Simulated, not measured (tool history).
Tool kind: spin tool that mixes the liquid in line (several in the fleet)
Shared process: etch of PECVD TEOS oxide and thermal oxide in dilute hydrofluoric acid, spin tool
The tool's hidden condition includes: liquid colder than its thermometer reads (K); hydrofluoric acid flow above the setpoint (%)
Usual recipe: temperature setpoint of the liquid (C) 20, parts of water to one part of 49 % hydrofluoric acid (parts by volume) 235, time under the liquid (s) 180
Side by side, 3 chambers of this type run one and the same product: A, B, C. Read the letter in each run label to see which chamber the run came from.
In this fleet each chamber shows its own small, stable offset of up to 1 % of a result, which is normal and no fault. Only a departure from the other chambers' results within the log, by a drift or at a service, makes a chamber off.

| run | hour | temperature setpoint of the liquid (C) | parts of water to one part of 49 % hydrofluoric acid (parts by volume) | time under the liquid (s) | hours since the thermometer was replaced | hours since the hydrofluoric acid flow meter was replaced | read-back film thickness of the PECVD TEOS oxide reference wafer, read on the same gauge (nm) | read-back film thickness of the thermal oxide reference wafer, read on the same gauge (nm) | thickness taken off the PECVD TEOS oxide on a monitor wafer (Å) | thickness taken off the thermal oxide on a monitor wafer (Å) |
|---|---|---|---|---|---|---|---|---|---|---|
| 1B | 6.9 | 20 | 235 | 180 | 222.5 | 48.3 | 80.02 | 129.99 | 143.04 | 26.96 |
| 2A | 14.4 | 20 | 235 | 180 | 639.5 | 931.8 | 79.941 | 130.02 | 146.09 | 27.287 |
| 3C | 18.8 | 20 | 235 | 180 | 542.2 | 394 | 80.014 | 129.97 | 144.18 | 26.894 |
| 4C | 25.5 | 20 | 235 | 180 | 548.9 | 400.7 | 80.009 | 129.99 | 144.16 | 27.389 |
| 5A | 33.6 | 20 | 235 | 180 | 658.7 | 951 | 80.018 | 129.96 | 147.09 | 27.481 |
| 6B | 37.3 | 20 | 235 | 180 | 252.9 | 78.7 | 79.976 | 129.95 | 143.52 | 26.97 |
| 7A | 45 | 20 | 235 | 180 | 670.1 | 962.4 | 79.997 | 129.95 | 146.57 | 27.319 |
| 8C | 52.4 | 20 | 235 | 180 | 575.8 | 427.6 | 80.019 | 130.04 | 145.04 | 27.112 |
| 9B | 59.9 | 20 | 235 | 180 | 275.5 | 101.3 | 80 | 130.03 | 142.42 | 27.267 |
| 10A | 68.4 | 20 | 235 | 180 | 693.5 | 985.8 | 80.016 | 130.02 | 143.55 | 27.062 |
| 11B | 76.2 | 20 | 235 | 180 | 291.8 | 117.6 | 79.986 | 129.98 | 144.38 | 27.32 |
| 12C | 84.4 | 20 | 235 | 180 | 607.8 | 459.6 | 80.035 | 130.01 | 145.45 | 27.699 |
| 13A | 88.3 | 20 | 235 | 180 | 713.4 | 1005.7 | 79.997 | 130 | 143.27 | 27.484 |
| 14B | 94.4 | 20 | 235 | 180 | 310 | 135.8 | 80.006 | 129.96 | 144.18 | 27.574 |
| 15C | 98.9 | 20 | 235 | 180 | 622.3 | 474.1 | 80.016 | 130.01 | 145.88 | 27.4 |
| 16A | 104.3 | 20 | 235 | 180 | 729.4 | 1021.7 | 80.006 | 129.99 | 143.83 | 27.667 |
| 17C | 109.9 | 20 | 235 | 180 | 633.3 | 485.1 | 80.02 | 129.98 | 148.72 | 27.676 |
| 18B | 114.5 | 20 | 235 | 180 | 330.1 | 155.9 | 79.979 | 129.99 | 145.5 | 27 |
| 19A | 122.8 | 20 | 235 | 180 | 747.9 | 1040.2 | 80.018 | 129.96 | 143.57 | 27.359 |
| 20C | 130.9 | 20 | 235 | 180 | 654.3 | 506.1 | 80.005 | 129.99 | 150.26 | 27.97 |
| 21B | 136.5 | 20 | 235 | 180 | 352.1 | 177.9 | 79.998 | 129.99 | 147.93 | 27.161 |
| 22A | 141.5 | 20 | 235 | 180 | 766.6 | 1058.9 | 79.993 | 130.02 | 144.95 | 27.452 |
| 23B | 146.9 | 20 | 235 | 260 | 362.5 | 188.3 | 79.996 | 130.02 | 208.97 | 39.166 |
| 24C | 155.5 | 20 | 235 | 260 | 678.9 | 530.7 | 79.976 | 130.04 | 218.3 | 40.222 |
| 25B | 161.2 | 20 | 235 | 260 | 376.8 | 202.6 | 80 | 129.99 | 209.53 | 39.276 |
| 26A | 165.7 | 20 | 235 | 180 | 790.8 | 1083.1 | 79.961 | 129.94 | 145.81 | 27.177 |
| 27C | 170.8 | 20 | 235 | 180 | 694.2 | 546 | 79.99 | 129.99 | 152.58 | 28.712 |
| 28C | 175.9 | 20 | 235 | 180 | 699.3 | 551.1 | 79.965 | 129.97 | 153.35 | 28.422 |
| 29B | 180.7 | 20 | 235 | 180 | 396.3 | 222.1 | 80.019 | 130.01 | 146.29 | 27.107 |
| 30A | 185.6 | 20 | 235 | 180 | 810.7 | 1103 | 80.005 | 129.99 | 143.71 | 26.991 |
| 31C | 190.5 | 20 | 235 | 180 | 713.9 | 565.7 | 79.987 | 129.94 | 152.03 | 28.618 |
| 32B | 195.4 | 20 | 235 | 180 | 411 | 236.8 | 80.029 | 130 | 146.03 | 26.937 |
| 33A | 202.2 | 20 | 235 | 180 | 827.3 | 1119.6 | 79.962 | 129.96 | 145.67 | 27.573 |
| 34B | 207.5 | 20 | 235 | 180 | 423.1 | 248.9 | 79.993 | 130.04 | 143.79 | 27.068 |
| 35C | 214.3 | 20 | 235 | 180 | 737.7 | 589.5 | 79.984 | 130 | 155.98 | 29.302 |
| 36A | 221 | 17.5 | 235 | 120 | 846.1 | 1138.4 | 80.033 | 129.99 | 87.438 | 16.546 |
| 37A | 226 | 17.5 | 235 | 120 | 851.1 | 1143.4 | 79.992 | 129.97 | 86.995 | 16.682 |

Is one chamber off against the others, does the gauge drift, or is nothing wrong? If a chamber is off, say which, and what the likeliest cause is.

It is chamber C that slowly wanders off from its peers.
What lies behind it: hydrofluoric acid flow above the setpoint (%) = 6.73.
The log may not tell that from: liquid hotter than its thermometer reads (K).

Here are 4 candidates for chamber C's next run, each the usual settings with a change, their results left as question marks. Which one brings its results back in line with what the others give on the usual settings?
In line here means within this much of the mean the other chambers give on the usual settings: thickness taken off the PECVD TEOS oxide on a monitor wafer (Å) 4.7; thickness taken off the thermal oxide on a monitor wafer (Å) 0.71
| 38C-1 | 232.3 | 20 | 250 | 170 |  |  |  |  | ? | ? |
| 38C-2 | 232.3 | 20 | 245 | 175 |  |  |  |  | ? | ? |
| 38C-3 | 232.3 | 20 | 225 | 185 |  |  |  |  | ? | ? |
| 38C-4 | 232.3 | 20 | 220 | 190 |  |  |  |  | ? | ? |

Average result of the remaining chambers running the usual settings: thickness taken off the PECVD TEOS oxide on a monitor wafer (Å) 145.07; thickness taken off the thermal oxide on a monitor wafer (Å) 27.282
| run | thickness taken off the PECVD TEOS oxide on a monitor wafer (Å) | thickness taken off the thermal oxide on a monitor wafer (Å) |
|---|---|---|
| 38C-1 | 137.56 | 25.776 |
| 38C-2 | 145.19 | 27.207 |
| 38C-3 | 170.43 | 31.937 |
| 38C-4 | 179.91 | 33.712 |
The answer is 38C-2, which returns the chamber to within the allowed miss of the others.

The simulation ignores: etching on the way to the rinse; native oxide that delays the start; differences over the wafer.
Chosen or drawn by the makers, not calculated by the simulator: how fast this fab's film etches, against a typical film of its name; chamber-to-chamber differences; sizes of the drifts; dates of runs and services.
